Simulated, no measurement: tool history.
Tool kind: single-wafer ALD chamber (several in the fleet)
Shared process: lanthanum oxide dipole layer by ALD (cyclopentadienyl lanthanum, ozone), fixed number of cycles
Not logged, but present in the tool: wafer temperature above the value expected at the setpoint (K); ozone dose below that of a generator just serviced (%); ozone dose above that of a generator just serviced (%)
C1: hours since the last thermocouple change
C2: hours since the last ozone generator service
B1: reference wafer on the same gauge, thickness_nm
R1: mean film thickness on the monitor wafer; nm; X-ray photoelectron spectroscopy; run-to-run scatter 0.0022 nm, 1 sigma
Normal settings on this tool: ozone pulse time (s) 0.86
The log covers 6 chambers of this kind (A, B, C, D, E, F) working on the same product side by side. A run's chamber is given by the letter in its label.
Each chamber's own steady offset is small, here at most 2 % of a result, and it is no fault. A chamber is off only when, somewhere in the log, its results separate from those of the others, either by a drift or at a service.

-- day=0.025 chamber F: ozone generator serviced
run 1C day=0.350 | ozone_pulse_time_(s)=0.86 | C1=752.6 C2=870.4 | B1=0.42431 | R1=0.47132
run 2D day=0.829 | ozone_pulse_time_(s)=0.86 | C1=116.4 C2=44.3 | B1=0.42434 | R1=0.48445
run 3F day=1.138 | ozone_pulse_time_(s)=0.86 | C1=2811.5 C2=26.8 | B1=0.42346 | R1=0.47195
run 4B day=1.438 | ozone_pulse_time_(s)=0.86 | C1=1355.6 C2=517.2 | B1=0.42385 | R1=0.47722
run 5E day=1.725 | ozone_pulse_time_(s)=0.86 | C1=1466.9 C2=846.1 | B1=0.42413 | R1=0.47697
run 6A day=2.075 | ozone_pulse_time_(s)=0.98 | C1=953.6 C2=597.7 | B1=0.42408 | R1=0.49517
run 7F day=2.471 | ozone_pulse_time_(s)=0.98 | C1=2843.5 C2=58.8 | B1=0.42370 | R1=0.49484
run 8C day=2.871 | ozone_pulse_time_(s)=0.98 | C1=813.1 C2=930.9 | B1=0.42432 | R1=0.49141
run 9E day=3.358 | ozone_pulse_time_(s)=0.98 | C1=1506.1 C2=885.3 | B1=0.42372 | R1=0.49528
run 10A day=3.738 | ozone_pulse_time_(s)=0.98 | C1=993.5 C2=637.6 | B1=0.42367 | R1=0.49579
run 11B day=3.992 | ozone_pulse_time_(s)=0.98 | C1=1416.9 C2=578.5 | B1=0.42353 | R1=0.49478
run 12D day=4.475 | ozone_pulse_time_(s)=0.86 | C1=203.9 C2=131.8 | B1=0.42406 | R1=0.48496
run 13F day=4.783 | ozone_pulse_time_(s)=0.86 | C1=2899.0 C2=114.3 | B1=0.42360 | R1=0.47429
run 14A day=5.162 | ozone_pulse_time_(s)=0.86 | C1=1027.7 C2=671.8 | B1=0.42412 | R1=0.47528
run 15D day=5.671 | ozone_pulse_time_(s)=1.06 | C1=232.6 C2=160.5 | B1=0.42422 | R1=0.52291
run 16C day=6.075 | ozone_pulse_time_(s)=1.06 | C1=890.0 C2=1007.8 | B1=0.42429 | R1=0.50577
run 17B day=6.579 | ozone_pulse_time_(s)=1.06 | C1=1479.0 C2=640.6 | B1=0.42429 | R1=0.50965
run 18E day=7.021 | ozone_pulse_time_(s)=1.06 | C1=1594.0 C2=973.2 | B1=0.42413 | R1=0.50982
run 19E day=7.383 | ozone_pulse_time_(s)=1.06 | C1=1602.7 C2=981.9 | B1=0.42411 | R1=0.50711
run 20A day=7.708 | ozone_pulse_time_(s)=1.06 | C1=1088.8 C2=732.9 | B1=0.42388 | R1=0.51064
run 21D day=7.962 | ozone_pulse_time_(s)=0.86 | C1=287.6 C2=215.5 | B1=0.42372 | R1=0.48121
run 22F day=8.246 | ozone_pulse_time_(s)=0.86 | C1=2982.1 C2=197.4 | B1=0.42386 | R1=0.47825
run 23B day=8.517 | ozone_pulse_time_(s)=0.86 | C1=1525.5 C2=687.1 | B1=0.42432 | R1=0.47280
run 24C day=8.775 | ozone_pulse_time_(s)=0.86 | C1=954.8 C2=1072.6 | B1=0.42393 | R1=0.47310
run 25E day=9.188 | ozone_pulse_time_(s)=0.86 | C1=1646.0 C2=1025.2 | B1=0.42421 | R1=0.47335
run 26F day=9.483 | ozone_pulse_time_(s)=0.86 | C1=3011.8 C2=227.1 | B1=0.42377 | R1=0.47469
run 27C day=9.812 | ozone_pulse_time_(s)=0.86 | C1=979.7 C2=1097.5 | B1=0.42417 | R1=0.46880
run 28A day=10.117 | ozone_pulse_time_(s)=0.86 | C1=1146.6 C2=790.7 | B1=0.42376 | R1=0.47694
run 29B day=10.396 | ozone_pulse_time_(s)=0.86 | C1=1570.6 C2=732.2 | B1=0.42421 | R1=0.47404
run 30D day=10.679 | ozone_pulse_time_(s)=0.86 | C1=352.8 C2=280.7 | B1=0.42439 | R1=0.48175
run 31E day=11.188 | ozone_pulse_time_(s)=0.86 | C1=1694.0 C2=1073.2 | B1=0.42403 | R1=0.47488
run 32D day=11.479 | ozone_pulse_time_(s)=0.86 | C1=372.0 C2=299.9 | B1=0.42385 | R1=0.48429
run 33B day=11.700 | ozone_pulse_time_(s)=0.73 | C1=1601.9 C2=763.5 | B1=0.42356 | R1=0.44538
run 34C day=11.971 | ozone_pulse_time_(s)=0.73 | C1=1031.5 C2=1149.3 | B1=0.42372 | R1=0.43931
run 35A day=12.346 | ozone_pulse_time_(s)=0.73 | C1=1200.1 C2=844.2 | B1=0.42422 | R1=0.44280
-- day=12.650 chamber F: thermocouple changed; heater temperature recalibrated
run 36F day=12.754 | ozone_pulse_time_(s)=0.73 | C1=2.5 C2=305.6 | B1=0.42396 | R1=0.44530
run 37D day=13.254 | ozone_pulse_time_(s)=0.73 | C1=414.6 C2=342.5 | B1=0.42428 | R1=0.44868

All 6 chambers run these settings next. Forecast each chamber's results:
run 38A day=13.621 | ozone_pulse_time_(s)=0.57 | R1=?
run 38B day=13.621 | ozone_pulse_time_(s)=0.57 | R1=?
run 38C day=13.621 | ozone_pulse_time_(s)=0.57 | R1=?
run 38D day=13.621 | ozone_pulse_time_(s)=0.57 | R1=?
run 38E day=13.621 | ozone_pulse_time_(s)=0.57 | R1=?
run 38F day=13.621 | ozone_pulse_time_(s)=0.57 | R1=?

run=38A R1=0.39264
run=38B R1=0.39248
run=38C R1=0.38779
run=38D R1=0.40346
run=38E R1=0.39315
run=38F R1=0.39314
